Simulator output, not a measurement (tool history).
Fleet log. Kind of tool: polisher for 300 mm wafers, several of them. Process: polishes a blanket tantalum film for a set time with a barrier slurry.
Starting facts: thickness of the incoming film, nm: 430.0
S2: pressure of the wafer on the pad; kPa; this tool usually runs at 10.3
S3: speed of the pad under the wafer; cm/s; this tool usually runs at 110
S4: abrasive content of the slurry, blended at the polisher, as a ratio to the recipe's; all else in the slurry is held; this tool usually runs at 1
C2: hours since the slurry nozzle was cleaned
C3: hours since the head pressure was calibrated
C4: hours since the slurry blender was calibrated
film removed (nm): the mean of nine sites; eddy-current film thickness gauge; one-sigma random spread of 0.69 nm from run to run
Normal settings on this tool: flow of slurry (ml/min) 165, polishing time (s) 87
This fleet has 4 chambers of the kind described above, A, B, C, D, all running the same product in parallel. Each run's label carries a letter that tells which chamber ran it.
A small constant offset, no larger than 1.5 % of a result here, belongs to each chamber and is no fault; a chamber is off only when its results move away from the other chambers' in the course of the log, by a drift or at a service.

At day 0.121: chamber A: worn pad replaced by a new one.
Run 1C, day 0.292: usual settings; wafers polished on this pad 998; C2 125.4; C3 673.2; C4 159.7. Result: film removed (nm) 106.99.
Run 2B, day 0.475: usual settings; wafers polished on this pad 536; C2 496.7; C3 77.5; C4 155.2. Result: film removed (nm) 105.54.
At day 0.671: chamber D: slurry nozzle cleaned.
Run 3D, day 0.675: usual settings; wafers polished on this pad 209; C2 0.2; C3 49.5; C4 21.1. Result: film removed (nm) 107.95.
Run 4A, day 0.975: usual settings; wafers polished on this pad 208; C2 130.4; C3 1044.9; C4 69.9. Result: film removed (nm) 107.95.
Run 5B, day 1.138: usual settings; wafers polished on this pad 697; C2 512.6; C3 93.4; C4 171.1. Result: film removed (nm) 104.93.
Run 6A, day 1.425: usual settings; wafers polished on this pad 317; C2 141.2; C3 1055.7; C4 80.7. Result: film removed (nm) 107.34.
Run 7D, day 1.679: usual settings but S2 13.1 kPa, S3 88 cm/s; wafers polished on this pad 453; C2 24.3; C3 73.6; C4 45.2. Result: film removed (nm) 107.4.
Run 8C, day 1.933: usual settings but S2 13.1 kPa, S3 88 cm/s; wafers polished on this pad 1398; C2 164.8; C3 712.6; C4 199.1. Result: film removed (nm) 105.8.
Run 9C, day 2.254: usual settings but S2 13.1 kPa, S3 88 cm/s; wafers polished on this pad 1476; C2 172.5; C3 720.3; C4 206.8. Result: film removed (nm) 106.74.
Run 10B, day 2.504: usual settings but S2 13.1 kPa, S3 88 cm/s; wafers polished on this pad 1029; C2 545.4; C3 126.2; C4 203.9. Result: film removed (nm) 105.53.
At day 2.692: chamber D: worn pad replaced by a new one.
At day 2.696: chamber A: worn pad replaced by a new one.
Run 11A, day 2.792: usual settings but polishing time (s) 74; wafers polished on this pad 23; C2 174; C3 1088.5; C4 113.5. Result: film removed (nm) 90.618.
At day 2.867: chamber B: worn pad replaced by a new one.
At day 2.921: chamber A: head pressure recalibrated.
Run 12D, day 3.046: usual settings but polishing time (s) 74; wafers polished on this pad 86; C2 57.1; C3 106.4; C4 78. Result: film removed (nm) 91.694.
Run 13D, day 3.346: usual settings but polishing time (s) 74; wafers polished on this pad 159; C2 64.3; C3 113.6; C4 85.2. Result: film removed (nm) 91.353.
At day 3.438: chamber D: slurry blender recalibrated.
Run 14A, day 3.517: usual settings but polishing time (s) 74; wafers polished on this pad 200; C2 191.4; C3 14.3; C4 130.9. Result: film removed (nm) 91.442.
Run 15C, day 3.812: usual settings but flow of slurry (ml/min) 210; wafers polished on this pad 1854; C2 209.9; C3 757.7; C4 244.2. Result: film removed (nm) 107.43.
Run 16B, day 4.054: usual settings but flow of slurry (ml/min) 210; wafers polished on this pad 289; C2 582.6; C3 163.4; C4 241.1. Result: film removed (nm) 108.89.
Run 17C, day 4.338: usual settings but flow of slurry (ml/min) 210; wafers polished on this pad 1982; C2 222.5; C3 770.3; C4 256.8. Result: film removed (nm) 108.07.
Run 18B, day 4.521: usual settings but flow of slurry (ml/min) 210; wafers polished on this pad 402; C2 593.8; C3 174.6; C4 252.3. Result: film removed (nm) 108.48.
Run 19A, day 4.779: usual settings; wafers polished on this pad 507; C2 221.7; C3 44.6; C4 161.2. Result: film removed (nm) 106.06.
At day 4.867: chamber B: slurry blender recalibrated.
At day 4.983: chamber A: slurry nozzle cleaned.
Run 20D, day 4.996: usual settings; wafers polished on this pad 560; C2 103.9; C3 153.2; C4 37.4. Result: film removed (nm) 106.85.
Run 21B, day 5.238: usual settings; wafers polished on this pad 577; C2 611; C3 191.8; C4 9. Result: film removed (nm) 105.17.
Run 22D, day 5.383: usual settings; wafers polished on this pad 654; C2 113.2; C3 162.5; C4 46.7. Result: film removed (nm) 106.39.
At day 5.454: chamber A: worn pad replaced by a new one.
At day 5.525: chamber D: worn pad replaced by a new one.
At day 5.625: chamber C: head pressure recalibrated.
Run 23C, day 5.654: usual settings; wafers polished on this pad 2302; C2 254.1; C3 0.8; C4 288.4. Result: film removed (nm) 102.57.
Run 24A, day 5.929: usual settings; wafers polished on this pad 115; C2 22.7; C3 72.2; C4 188.8. Result: film removed (nm) 107.21.
Run 25C, day 6.125: usual settings; wafers polished on this pad 2416; C2 265.4; C3 12.1; C4 299.7. Result: film removed (nm) 102.75.
Run 26A, day 6.308: usual settings; wafers polished on this pad 207; C2 31.8; C3 81.3; C4 197.9. Result: film removed (nm) 107.58.
Run 27D, day 6.562: usual settings; wafers polished on this pad 253; C2 141.5; C3 190.8; C4 75. Result: film removed (nm) 108.06.
Run 28B, day 6.767: usual settings; wafers polished on this pad 948; C2 647.7; C3 228.5; C4 45.7. Result: film removed (nm) 104.7.
Run 29C, day 6.975: usual settings; wafers polished on this pad 2623; C2 285.8; C3 32.5; C4 320.1. Result: film removed (nm) 100.79.
Run 30D, day 7.117: usual settings but flow of slurry (ml/min) 140, polishing time (s) 72; wafers polished on this pad 387; C2 154.8; C3 204.1; C4 88.3. Result: film removed (nm) 87.076.
Run 31B, day 7.342: usual settings but flow of slurry (ml/min) 140, polishing time (s) 72; wafers polished on this pad 1088; C2 661.5; C3 242.3; C4 59.5. Result: film removed (nm) 84.034.
Run 32A, day 7.521: usual settings but flow of slurry (ml/min) 140, polishing time (s) 72; wafers polished on this pad 502; C2 60.9; C3 110.4; C4 227. Result: film removed (nm) 85.355.
At day 7.554: chamber D: slurry blender recalibrated.
Run 33C, day 7.821: usual settings but flow of slurry (ml/min) 140, polishing time (s) 72; wafers polished on this pad 2829; C2 306.1; C3 52.8; C4 340.4. Result: film removed (nm) 80.602.
At day 7.933: chamber A: worn pad replaced by a new one.
Run 34D, day 8.021: usual settings; wafers polished on this pad 607; C2 176.5; C3 225.8; C4 11.2. Result: film removed (nm) 106.55.
At day 8.029: chamber B: worn pad replaced by a new one.
At day 8.062: chamber B: slurry nozzle cleaned.
At day 8.242: chamber D: worn pad replaced by a new one.
Run 35B, day 8.321: usual settings; wafers polished on this pad 71; C2 6.3; C3 265.8; C4 83. Result: film removed (nm) 104.68.
Run 36A, day 8.575: usual settings; wafers polished on this pad 156; C2 86.2; C3 135.7; C4 252.3. Result: film removed (nm) 106.69.
Run 37D, day 8.838: usual settings; wafers polished on this pad 145; C2 196.1; C3 245.4; C4 30.8. Result: film removed (nm) 107.92.
Run 38A, day 9.008: usual settings; wafers polished on this pad 262; C2 96.6; C3 146.1; C4 262.7. Result: film removed (nm) 108.4.
Run 39C, day 9.262: usual settings; wafers polished on this pad 3179; C2 340.7; C3 87.4; C4 375. Result: film removed (nm) 99.654.
Run 40B, day 9.567: usual settings; wafers polished on this pad 374; C2 36.2; C3 295.7; C4 112.9. Result: film removed (nm) 104.9.

Next, every chamber runs the same settings. What will each give?
Run 41A, day 9.796: usual settings. Result: film removed (nm) ?.
Run 41B, day 9.796: usual settings. Result: film removed (nm) ?.
Run 41C, day 9.796: usual settings. Result: film removed (nm) ?.
Run 41D, day 9.796: usual settings. Result: film removed (nm) ?.

run  film removed (nm)
41A             107.25
41B             105.02
41C             99.956
41D             107.42

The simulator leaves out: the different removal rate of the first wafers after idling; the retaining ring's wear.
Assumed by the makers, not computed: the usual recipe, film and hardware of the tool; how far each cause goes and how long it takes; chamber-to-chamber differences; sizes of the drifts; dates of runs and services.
